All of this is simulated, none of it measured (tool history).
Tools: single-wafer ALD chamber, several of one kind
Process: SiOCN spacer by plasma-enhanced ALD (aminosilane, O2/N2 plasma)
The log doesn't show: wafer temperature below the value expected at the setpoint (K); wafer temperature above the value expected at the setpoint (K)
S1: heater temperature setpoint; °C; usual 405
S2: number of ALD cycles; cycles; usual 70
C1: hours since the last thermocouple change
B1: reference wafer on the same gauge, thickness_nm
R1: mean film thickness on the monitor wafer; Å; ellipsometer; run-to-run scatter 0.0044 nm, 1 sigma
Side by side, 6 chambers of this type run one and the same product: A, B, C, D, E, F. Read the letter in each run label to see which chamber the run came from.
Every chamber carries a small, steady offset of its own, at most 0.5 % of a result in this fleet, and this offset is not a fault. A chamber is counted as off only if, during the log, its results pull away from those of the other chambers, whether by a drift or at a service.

run 1A hour=13.7 | S1=405 S2=70 | C1=636.4 | B1=4.769 | R1=41.787
run 2D hour=24.5 | S1=405 S2=70 | C1=455 | B1=4.7704 | R1=41.721
run 3E hour=33 | S1=405 S2=70 | C1=1449.4 | B1=4.7697 | R1=41.619
run 4C hour=44.8 | S1=405 S2=70 | C1=2534.8 | B1=4.7682 | R1=41.628
run 5B hour=58.9 | S1=405 S2=70 | C1=173.7 | B1=4.7681 | R1=41.557
run 6F hour=66.4 | S1=405 S2=70 | C1=591 | B1=4.7673 | R1=41.607
run 7E hour=79.4 | S1=405 S2=64 | C1=1495.8 | B1=4.7666 | R1=38.061
run 8C hour=90.5 | S1=405 S2=64 | C1=2580.5 | B1=4.7668 | R1=37.955
run 9A hour=100.9 | S1=405 S2=64 | C1=723.6 | B1=4.7674 | R1=38.231
run 10D hour=110.5 | S1=405 S2=64 | C1=541 | B1=4.7664 | R1=38.018
run 11F hour=122.3 | S1=405 S2=64 | C1=646.9 | B1=4.766 | R1=38.145
run 12B hour=133.6 | S1=405 S2=64 | C1=248.4 | B1=4.7648 | R1=37.9
run 13E hour=145.9 | S1=405 S2=70 | C1=1562.3 | B1=4.7646 | R1=41.585
run 14C hour=159.4 | S1=416 S2=79 | C1=2649.4 | B1=4.7632 | R1=45.37
run 15A hour=171.2 | S1=416 S2=79 | C1=793.9 | B1=4.7637 | R1=45.517
run 16B hour=179.4 | S1=416 S2=79 | C1=294.2 | B1=4.7618 | R1=45.199
run 17D hour=194.8 | S1=416 S2=79 | C1=625.3 | B1=4.7622 | R1=45.507
run 18F hour=203.3 | S1=416 S2=79 | C1=727.9 | B1=4.7634 | R1=45.378
run 19A hour=217.5 | S1=416 S2=79 | C1=840.2 | B1=4.761 | R1=45.494
run 20B hour=226.8 | S1=405 S2=70 | C1=341.6 | B1=4.7608 | R1=41.461
run 21E hour=235.3 | S1=405 S2=70 | C1=1651.7 | B1=4.76 | R1=41.426
run 22D hour=242.2 | S1=405 S2=70 | C1=672.7 | B1=4.7605 | R1=41.611
run 23F hour=255.6 | S1=405 S2=70 | C1=780.2 | B1=4.7594 | R1=41.56
run 24C hour=263.4 | S1=405 S2=70 | C1=2753.4 | B1=4.7588 | R1=41.52
run 25B hour=270.9 | S1=405 S2=70 | C1=385.7 | B1=4.759 | R1=41.528
run 26F hour=281.5 | S1=405 S2=70 | C1=806.1 | B1=4.7568 | R1=41.577
run 27C hour=292.4 | S1=412 S2=57 | C1=2782.4 | B1=4.7573 | R1=33.083
run 28E hour=308 | S1=412 S2=57 | C1=1724.4 | B1=4.7566 | R1=33.036
run 29D hour=318.4 | S1=412 S2=57 | C1=748.9 | B1=4.757 | R1=33.132
run 30A hour=333.2 | S1=412 S2=57 | C1=955.9 | B1=4.7567 | R1=33.246
-- hour=339.4 chamber C: thermocouple changed; heater temperature recalibrated
run 31E hour=347.7 | S1=412 S2=57 | C1=1764.1 | B1=4.7544 | R1=33.049
run 32C hour=358.7 | S1=412 S2=57 | C1=19.3 | B1=4.7546 | R1=33.045
run 33F hour=367.2 | S1=405 S2=70 | C1=891.8 | B1=4.7549 | R1=41.512
run 34A hour=374.8 | S1=405 S2=70 | C1=997.5 | B1=4.7541 | R1=41.658
run 35B hour=390.1 | S1=396 S2=64 | C1=504.9 | B1=4.7542 | R1=38.458
run 36D hour=398.7 | S1=396 S2=64 | C1=829.2 | B1=4.7534 | R1=38.644
run 37D hour=409.9 | S1=396 S2=64 | C1=840.4 | B1=4.7528 | R1=38.488
run 38A hour=421.9 | S1=396 S2=64 | C1=1044.6 | B1=4.7509 | R1=38.618
-- hour=427.6 chamber F: thermocouple changed; heater temperature recalibrated
-- hour=428.8 chamber E: thermocouple changed; heater temperature recalibrated
run 39B hour=431.8 | S1=396 S2=64 | C1=546.6 | B1=4.7537 | R1=38.411
run 40E hour=444 | S1=396 S2=64 | C1=15.2 | B1=4.7506 | R1=38.456
run 41F hour=459.5 | S1=405 S2=70 | C1=31.9 | B1=4.749 | R1=41.569
run 42C hour=473.9 | S1=405 S2=70 | C1=134.5 | B1=4.7507 | R1=41.469
run 43D hour=480.9 | S1=405 S2=70 | C1=911.4 | B1=4.751 | R1=41.541
run 44F hour=495.2 | S1=405 S2=70 | C1=67.6 | B1=4.7499 | R1=41.488

All chambers now run identical settings, listed one chamber a line with results as question marks. What results will each chamber show?
run 45A hour=506.4 | S1=405 S2=70 | R1=?
run 45B hour=506.4 | S1=405 S2=70 | R1=?
run 45C hour=506.4 | S1=405 S2=70 | R1=?
run 45D hour=506.4 | S1=405 S2=70 | R1=?
run 45E hour=506.4 | S1=405 S2=70 | R1=?
run 45F hour=506.4 | S1=405 S2=70 | R1=?

run=45A R1=41.642
run=45B R1=41.358
run=45C R1=41.415
run=45D R1=41.622
run=45E R1=41.477
run=45F R1=41.495
